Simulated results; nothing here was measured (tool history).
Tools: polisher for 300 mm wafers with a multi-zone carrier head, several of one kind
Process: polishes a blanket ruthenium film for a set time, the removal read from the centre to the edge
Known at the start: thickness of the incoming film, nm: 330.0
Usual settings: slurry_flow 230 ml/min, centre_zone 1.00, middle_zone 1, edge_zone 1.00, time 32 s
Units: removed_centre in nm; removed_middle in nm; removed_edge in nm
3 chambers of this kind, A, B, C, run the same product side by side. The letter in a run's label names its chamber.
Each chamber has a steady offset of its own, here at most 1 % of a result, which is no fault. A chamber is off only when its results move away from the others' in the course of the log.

run 1C hour=7.4 | slurry_flow=230 centre_zone=1.00 middle_zone=1 edge_zone=1.00 time=32 | removed_centre=38.739 removed_middle=38.016 removed_edge=38.975
run 2B hour=12.1 | slurry_flow=230 centre_zone=1.00 middle_zone=1 edge_zone=1.00 time=32 | removed_centre=38.328 removed_middle=38.398 removed_edge=39.357
run 3A hour=17.8 | slurry_flow=230 centre_zone=1.00 middle_zone=1 edge_zone=1.00 time=32 | removed_centre=38.135 removed_middle=38.513 removed_edge=38.329
run 4B hour=26.2 | slurry_flow=230 centre_zone=1.00 middle_zone=1 edge_zone=1.00 time=32 | removed_centre=38.607 removed_middle=38.007 removed_edge=39.035
-- hour=26.4 chamber C: worn pad replaced by a new one
-- hour=26.6 chamber A: worn pad replaced by a new one
-- hour=30.9 chamber B: worn pad replaced by a new one
run 5A hour=35.4 | slurry_flow=230 centre_zone=1.00 middle_zone=1 edge_zone=1.06 time=36 | removed_centre=42.711 removed_middle=43.185 removed_edge=44.666
run 6C hour=42.4 | slurry_flow=230 centre_zone=1.00 middle_zone=1 edge_zone=1.06 time=36 | removed_centre=43.332 removed_middle=42.819 removed_edge=45.692
run 7B hour=48.2 | slurry_flow=230 centre_zone=1.00 middle_zone=1 edge_zone=1.06 time=36 | removed_centre=42.993 removed_middle=42.918 removed_edge=45.594
run 8A hour=54.7 | slurry_flow=230 centre_zone=1.00 middle_zone=1 edge_zone=1.00 time=32 | removed_centre=38.585 removed_middle=38.796 removed_edge=38.334
run 9C hour=63.5 | slurry_flow=230 centre_zone=1.00 middle_zone=1 edge_zone=1.00 time=32 | removed_centre=38.749 removed_middle=38.973 removed_edge=39.103
run 10C hour=68.7 | slurry_flow=230 centre_zone=1.00 middle_zone=1 edge_zone=1.00 time=32 | removed_centre=38.507 removed_middle=39.194 removed_edge=38.512
run 11B hour=74.8 | slurry_flow=230 centre_zone=1.00 middle_zone=1 edge_zone=1.00 time=32 | removed_centre=39.160 removed_middle=38.602 removed_edge=38.394
run 12A hour=81.3 | slurry_flow=230 centre_zone=1.00 middle_zone=1 edge_zone=1.00 time=32 | removed_centre=38.731 removed_middle=38.450 removed_edge=37.828
-- hour=84.4 chamber B: worn pad replaced by a new one
run 13C hour=88.9 | slurry_flow=230 centre_zone=1.00 middle_zone=1 edge_zone=1.00 time=32 | removed_centre=38.871 removed_middle=38.516 removed_edge=39.015
-- hour=92.6 chamber C: worn pad replaced by a new one
run 14A hour=95.5 | slurry_flow=230 centre_zone=0.91 middle_zone=1 edge_zone=1.00 time=32 | removed_centre=34.800 removed_middle=38.229 removed_edge=38.020
-- hour=97.9 chamber A: worn pad replaced by a new one
run 15B hour=103.3 | slurry_flow=230 centre_zone=0.91 middle_zone=1 edge_zone=1.00 time=32 | removed_centre=35.185 removed_middle=39.127 removed_edge=38.561
run 16C hour=111.3 | slurry_flow=230 centre_zone=0.91 middle_zone=1 edge_zone=1.00 time=32 | removed_centre=34.993 removed_middle=38.354 removed_edge=39.269
run 17A hour=116.1 | slurry_flow=230 centre_zone=1.00 middle_zone=1 edge_zone=1.00 time=32 | removed_centre=38.407 removed_middle=38.311 removed_edge=38.013
run 18B hour=120.8 | slurry_flow=230 centre_zone=1.00 middle_zone=1 edge_zone=1.00 time=32 | removed_centre=38.568 removed_middle=38.466 removed_edge=39.183
-- hour=124.5 chamber B: worn pad replaced by a new one
-- hour=126.8 chamber C: centre zone pressure recalibrated
run 19B hour=127.7 | slurry_flow=230 centre_zone=1.00 middle_zone=1 edge_zone=1.00 time=32 | removed_centre=38.797 removed_middle=38.685 removed_edge=39.364
run 20A hour=134.7 | slurry_flow=230 centre_zone=1.00 middle_zone=1 edge_zone=1.00 time=32 | removed_centre=37.961 removed_middle=37.818 removed_edge=37.836
run 21C hour=139.7 | slurry_flow=230 centre_zone=1.00 middle_zone=1 edge_zone=1.00 time=32 | removed_centre=41.754 removed_middle=37.818 removed_edge=38.548
run 22B hour=146.4 | slurry_flow=230 centre_zone=1.00 middle_zone=1 edge_zone=1.00 time=32 | removed_centre=38.577 removed_middle=38.981 removed_edge=38.712
run 23A hour=150.8 | slurry_flow=230 centre_zone=1.00 middle_zone=1 edge_zone=1.00 time=32 | removed_centre=38.158 removed_middle=37.983 removed_edge=38.607
-- hour=153.2 chamber A: edge zone pressure recalibrated
run 24C hour=156.7 | slurry_flow=230 centre_zone=1.00 middle_zone=1 edge_zone=1.00 time=32 | removed_centre=41.688 removed_middle=38.999 removed_edge=38.845
-- hour=164.4 chamber B: worn pad replaced by a new one
-- hour=165.1 chamber A: worn pad replaced by a new one
run 25A hour=165.9 | slurry_flow=230 centre_zone=1.00 middle_zone=1 edge_zone=1.00 time=32 | removed_centre=38.418 removed_middle=37.147 removed_edge=38.747
-- hour=168.1 chamber C: worn pad replaced by a new one
run 26B hour=171.3 | slurry_flow=230 centre_zone=1.00 middle_zone=1 edge_zone=1.00 time=32 | removed_centre=38.537 removed_middle=38.157 removed_edge=38.893
run 27C hour=177.6 | slurry_flow=280 centre_zone=1.00 middle_zone=1 edge_zone=0.96 time=32 | removed_centre=42.982 removed_middle=39.214 removed_edge=38.827
run 28B hour=182.3 | slurry_flow=280 centre_zone=1.00 middle_zone=1 edge_zone=0.96 time=32 | removed_centre=39.747 removed_middle=39.211 removed_edge=39.328
run 29C hour=186.8 | slurry_flow=280 centre_zone=1.00 middle_zone=1 edge_zone=0.96 time=32 | removed_centre=42.521 removed_middle=39.044 removed_edge=38.309
run 30A hour=193.2 | slurry_flow=230 centre_zone=1.00 middle_zone=1 edge_zone=1.00 time=32 | removed_centre=38.212 removed_middle=38.511 removed_edge=37.855
run 31B hour=200.4 | slurry_flow=230 centre_zone=1.00 middle_zone=1 edge_zone=1.00 time=32 | removed_centre=39.101 removed_middle=38.865 removed_edge=39.509
run 32C hour=206.2 | slurry_flow=230 centre_zone=1.00 middle_zone=1 edge_zone=1.00 time=32 | removed_centre=41.565 removed_middle=37.799 removed_edge=38.610
-- hour=206.3 chamber B: worn pad replaced by a new one
run 33A hour=214.8 | slurry_flow=230 centre_zone=1.00 middle_zone=1 edge_zone=1.00 time=32 | removed_centre=38.532 removed_middle=38.167 removed_edge=38.478
run 34B hour=218.9 | slurry_flow=230 centre_zone=1.00 middle_zone=1 edge_zone=0.89 time=32 | removed_centre=39.198 removed_middle=38.466 removed_edge=36.667
-- hour=224.4 chamber A: slurry nozzle cleaned
run 35C hour=224.5 | slurry_flow=230 centre_zone=1.00 middle_zone=1 edge_zone=0.89 time=32 | removed_centre=41.830 removed_middle=38.932 removed_edge=36.351
-- hour=231.6 chamber A: worn pad replaced by a new one
run 36A hour=233.4 | slurry_flow=230 centre_zone=1.00 middle_zone=1 edge_zone=0.89 time=32 | removed_centre=38.499 removed_middle=38.014 removed_edge=36.208

What goes on in this fleet: one chamber off, a drifting gauge, or nothing beyond the chambers' own small offsets? Name the chamber and the cause, if any.

A service left chamber C off against the others.
Cause: centre zone's pressure above its setpoint, % = 6.75.

Here are 4 candidates for chamber C's next run, each the usual settings with a change, their results left as question marks. Which one brings its results back in line with what the others give on the usual settings?
In line means no further than this from the other chambers' mean on the usual settings: removed_centre 1.200 nm; removed_middle 1.400 nm; removed_edge 1.100 nm
run 37C-1 hour=240.0 | slurry_flow=230 centre_zone=0.99 middle_zone=1.00 edge_zone=1.00 time=32 | removed_centre=? removed_middle=? removed_edge=?
run 37C-2 hour=240.0 | slurry_flow=225 centre_zone=0.94 middle_zone=1.01 edge_zone=1.02 time=32 | removed_centre=? removed_middle=? removed_edge=?
run 37C-3 hour=240.0 | slurry_flow=235 centre_zone=1.06 middle_zone=0.99 edge_zone=0.98 time=32 | removed_centre=? removed_middle=? removed_edge=?
run 37C-4 hour=240.0 | slurry_flow=230 centre_zone=1.01 middle_zone=1.00 edge_zone=1.00 time=32 | removed_centre=? removed_middle=? removed_edge=?

The other chambers' mean on the usual settings: removed_centre 38.585 nm; removed_middle 38.475 nm; removed_edge 38.665 nm
run=37C-1 removed_centre=40.774 removed_middle=38.557 removed_edge=39.007
run=37C-2 removed_centre=38.390 removed_middle=38.816 removed_edge=39.329
run=37C-3 removed_centre=44.074 removed_middle=38.286 removed_edge=38.678
run=37C-4 removed_centre=41.680 removed_middle=38.552 removed_edge=39.007
37C-2 brings the chamber back in line.
